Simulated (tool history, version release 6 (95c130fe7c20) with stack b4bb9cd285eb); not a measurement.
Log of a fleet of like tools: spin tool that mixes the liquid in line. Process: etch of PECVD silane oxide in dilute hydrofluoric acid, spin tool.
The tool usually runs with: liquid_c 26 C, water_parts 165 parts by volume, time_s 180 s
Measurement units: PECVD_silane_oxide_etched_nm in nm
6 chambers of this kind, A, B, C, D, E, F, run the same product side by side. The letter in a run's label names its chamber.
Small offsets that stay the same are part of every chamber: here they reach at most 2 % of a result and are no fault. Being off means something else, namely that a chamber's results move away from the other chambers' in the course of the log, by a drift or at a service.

run	hour	liquid_c	water_parts	time_s	hours since the thermometer was replaced	hours since the hydrofluoric acid flow meter was replaced	read-back film thickness of the PECVD silane oxide reference wafer, read on the same gauge (nm)	PECVD_silane_oxide_etched_nm
1C	7.1	26	165	180	454.2	75.2	50.005	15.857
2A	15.6	26	165	180	659.8	705.4	49.997	16.212
3D	23	26	165	180	470.6	280.3	50.02	16.643
4E	33.3	26	165	180	1410.3	1650.1	50.005	16.143
5B	40.8	26	165	180	1210.2	1324.5	50.009	16.542
6F	50.2	26	165	180	1059.4	1583.5	50.017	16.303
7D	61.5	26	165	180	509.1	318.8	49.996	16.275
8F	68.7	26	165	180	1077.9	1602	49.984	16.502
9C	77.3	26	165	180	524.4	145.4	50.022	15.967
10A	83.9	26	165	180	728.1	773.7	50	16.588
11E	91.7	26	165	180	1468.7	1708.5	50.009	16.287
12B	100.8	26	165	180	1270.2	1384.5	50.015	16.379
13D	107.8	28	195	180	555.4	365.1	49.982	14.563
14F	114.1	28	195	180	1123.3	1647.4	49.997	14.481
# hour 117.2: chamber E: thermometer replaced
15A	121.5	28	195	180	765.7	811.3	49.99	14.39
16E	132.8	28	195	180	15.7	1749.6	50.011	14.369
17C	141.5	28	195	180	588.6	209.6	50.021	14.043
18B	149.7	28	195	180	1319.1	1433.4	50.016	14.567
19F	160.5	26	165	180	1169.7	1693.8	50.018	16.48
20D	171.7	26	165	180	619.3	429	49.985	16.232
21B	182.3	26	165	180	1351.7	1466	49.996	16.574
22C	192.4	26	165	180	639.5	260.5	50.011	16.059
23A	203.4	26	165	180	847.6	893.2	50.004	16.268
24E	214.9	26	165	180	97.8	1831.7	50.009	16.459
25B	221.6	26	165	180	1391	1505.3	50.011	16.53
26A	227.7	26	165	180	871.9	917.5	50.001	16.485
27C	233.5	26	165	180	680.6	301.6	49.999	15.922
28F	241.7	26	235	180	1250.9	1775	49.983	10.705
29E	252.8	26	235	180	135.7	1869.6	49.987	10.494
30D	264.6	26	235	180	712.2	521.9	49.976	10.493
31E	270.7	26	235	180	153.6	1887.5	50.029	10.693
# hour 279.5: chamber A: hydrofluoric acid flow meter replaced
32C	279.7	26	235	180	726.8	347.8	49.997	10.502
33A	291	26	235	180	935.2	11.6	50.003	10.665
34B	298	26	165	180	1467.4	1581.7	50	16.564
35F	309.3	26	165	180	1318.5	1842.6	50.033	16.487
36D	322	26	165	180	769.6	579.3	49.985	15.622
37F	327.8	26	165	180	1337	1861.1	50.008	16.56

All chambers now run identical settings, listed one chamber a line with results as question marks. What results will each chamber show?
38A	337.2	23.5	165	180				?
38B	337.2	23.5	165	180				?
38C	337.2	23.5	165	180				?
38D	337.2	23.5	165	180				?
38E	337.2	23.5	165	180				?
38F	337.2	23.5	165	180				?

run	PECVD_silane_oxide_etched_nm
38A	14.763
38B	15.044
38C	14.712
38D	14.32
38E	15.002
38F	14.874

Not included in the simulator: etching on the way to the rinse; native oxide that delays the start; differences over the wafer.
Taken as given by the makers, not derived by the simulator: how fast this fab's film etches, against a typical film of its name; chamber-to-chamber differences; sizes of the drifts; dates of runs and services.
